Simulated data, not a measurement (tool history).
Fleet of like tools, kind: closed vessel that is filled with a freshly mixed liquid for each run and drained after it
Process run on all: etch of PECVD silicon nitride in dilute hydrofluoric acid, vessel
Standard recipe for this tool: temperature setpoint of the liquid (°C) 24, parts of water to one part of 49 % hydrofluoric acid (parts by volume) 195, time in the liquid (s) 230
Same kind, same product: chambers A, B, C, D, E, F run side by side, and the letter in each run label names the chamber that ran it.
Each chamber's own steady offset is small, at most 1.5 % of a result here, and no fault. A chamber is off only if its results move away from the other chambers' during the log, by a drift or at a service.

run   hour  temperature setpoint of the liquid (°C)  parts of water to one part of 49 % hydrofluoric acid (parts by volume)  time in the liquid (s)  hours since the thermometer was replaced  hours since the hydrofluoric acid flow meter was replaced  read-back film thickness of the PECVD silicon nitride reference wafer, read on the same gauge (nm)  thickness taken off the PECVD silicon nitride on a monitor wafer (nm)
 1B    4.8                                       24                                                                     195                     230                                     338.2                                                      436.7                                                                                              39.953                                                                 5.7634
 2E   14.4                                       24                                                                     195                     230                                    1695.6                                                     1234.6                                                                                              39.995                                                                 5.8292
 3A   20.4                                       24                                                                     195                     230                                     332.3                                                      169.2                                                                                              40.002                                                                 5.7969
 4D   28.6                                       24                                                                     195                     230                                    1751.4                                                      593.7                                                                                              40.045                                                                  5.746
 5F   37.4                                       26                                                                     135                     230                                     421.3                                                      659.6                                                                                              40.002                                                                  9.273
 6C   46.3                                       26                                                                     135                     230                                    1522.4                                                      118.3                                                                                              39.972                                                                 9.3437
 7F   52.3                                       26                                                                     135                     230                                     436.2                                                      674.5                                                                                              40.002                                                                 9.4413
 8C   61.2                                       26                                                                     135                     230                                    1537.3                                                      133.2                                                                                               39.93                                                                 9.6025
 9E   69.5                                       26                                                                     135                     230                                    1750.7                                                     1289.7                                                                                               40.01                                                                 9.3673
10A   77.1                                       26                                                                     135                     230                                       389                                                      225.9                                                                                              40.003                                                                 9.5866
11D   86.4                                       24                                                                     195                     230                                    1809.2                                                      651.5                                                                                              40.013                                                                 5.7641
12B   92.7                                       24                                                                     195                     230                                     426.1                                                      524.6                                                                                              39.978                                                                 5.7917
13F     99                                       24                                                                     195                     230                                     482.9                                                      721.2                                                                                              40.005                                                                 5.7054
14D  106.1                                       24                                                                     235                     365                                    1828.9                                                      671.2                                                                                              39.997                                                                 7.4991
15C    114                                       24                                                                     235                     365                                    1590.1                                                        186                                                                                              40.022                                                                 7.5561
16E  122.1                                       24                                                                     235                     365                                    1803.3                                                     1342.3                                                                                              39.994                                                                 7.6137
17B  130.3                                       24                                                                     235                     365                                     463.7                                                      562.2                                                                                              39.992                                                                 7.3997
     136.3  -- chamber D: thermometer replaced
18A  139.3                                       24                                                                     235                     365                                     451.2                                                      288.1                                                                                              39.985                                                                 7.6086
19F  144.2                                       24                                                                     235                     365                                     528.1                                                      766.4                                                                                              39.994                                                                  7.464
20E  151.4                                       24                                                                     270                     230                                    1832.6                                                     1371.6                                                                                              40.006                                                                 4.1962
21D  157.8                                       24                                                                     270                     230                                      21.6                                                      722.9                                                                                              40.006                                                                 4.2067
22C  164.9                                       24                                                                     270                     230                                      1641                                                      236.9                                                                                              39.989                                                                 4.2391
23B  173.1                                       24                                                                     270                     230                                     506.5                                                        605                                                                                              39.979                                                                 4.0425
24A    178                                       24                                                                     270                     230                                     489.9                                                      326.8                                                                                              39.965                                                                 4.2572
25A  186.7                                       24                                                                     270                     230                                     498.6                                                      335.5                                                                                              40.001                                                                 4.2015
26D  190.9                                     20.5                                                                     195                     280                                      54.7                                                        756                                                                                                  40                                                                 5.6554
27E  198.5                                     20.5                                                                     195                     280                                    1879.7                                                     1418.7                                                                                              40.018                                                                 5.6062
28F  205.3                                     20.5                                                                     195                     280                                     589.2                                                      827.5                                                                                              40.026                                                                 5.5133
29C  213.5                                     20.5                                                                     195                     280                                    1689.6                                                      285.5                                                                                              39.969                                                                 5.5494
30B  219.1                                     20.5                                                                     195                     280                                     552.5                                                        651                                                                                              39.995                                                                 5.2932
31F  226.2                                     20.5                                                                     195                     280                                     610.1                                                      848.4                                                                                              39.992                                                                 5.6146
32D  230.9                                       24                                                                     195                     230                                      94.7                                                        796                                                                                              40.014                                                                  5.826
33A  238.3                                       21                                                                     195                     360                                     550.2                                                      387.1                                                                                              39.986                                                                 7.4657
34B  243.7                                       21                                                                     195                     360                                     577.1                                                      675.6                                                                                              40.065                                                                 6.9969
35E  251.4                                       21                                                                     195                     360                                    1932.6                                                     1471.6                                                                                              39.996                                                                 7.3163
36C  256.6                                       21                                                                     195                     360                                    1732.7                                                      328.6                                                                                              40.009                                                                 7.5115
     258.2  -- chamber F: thermometer replaced
37F  264.8                                       21                                                                     195                     360                                       6.7                                                        887                                                                                              39.982                                                                 7.2657

What goes on in this fleet: one chamber off, a drifting gauge, or nothing beyond the chambers' own small offsets? Name the chamber and the cause, if any.

One chamber, B, drifts off from the rest bit by bit.
Likeliest cause: liquid colder than its thermometer reads (K) = 1.15.
With only this log, it may be confused with: hydrofluoric acid flow below the setpoint (%).

Below are 4 candidate recipes for chamber B's next run, each the usual settings with a change, their results shown as question marks. Which of them brings B's results back in line with what the other chambers give on the usual settings?
To be in line, a result may differ from the other chambers' mean on the usual settings by at most: thickness taken off the PECVD silicon nitride on a monitor wafer (nm) 0.18
38B-1  271.7                                       24                                                                     195                     225                                                                                                                                                                                                                                                                               ?
38B-2  271.7                                       24                                                                     195                     245                                                                                                                                                                                                                                                                               ?
38B-3  271.7                                       24                                                                     200                     220                                                                                                                                                                                                                                                                               ?
38B-4  271.7                                       24                                                                     195                     235                                                                                                                                                                                                                                                                               ?

Other chambers, usual settings, mean: thickness taken off the PECVD silicon nitride on a monitor wafer (nm) 5.7717
  run  thickness taken off the PECVD silicon nitride on a monitor wafer (nm)
38B-1                                                                 5.2438
38B-2                                                                 5.7099
38B-3                                                                 5.0022
38B-4                                                                 5.4769
The answer is 38B-2, which returns the chamber to within the allowed miss of the others.
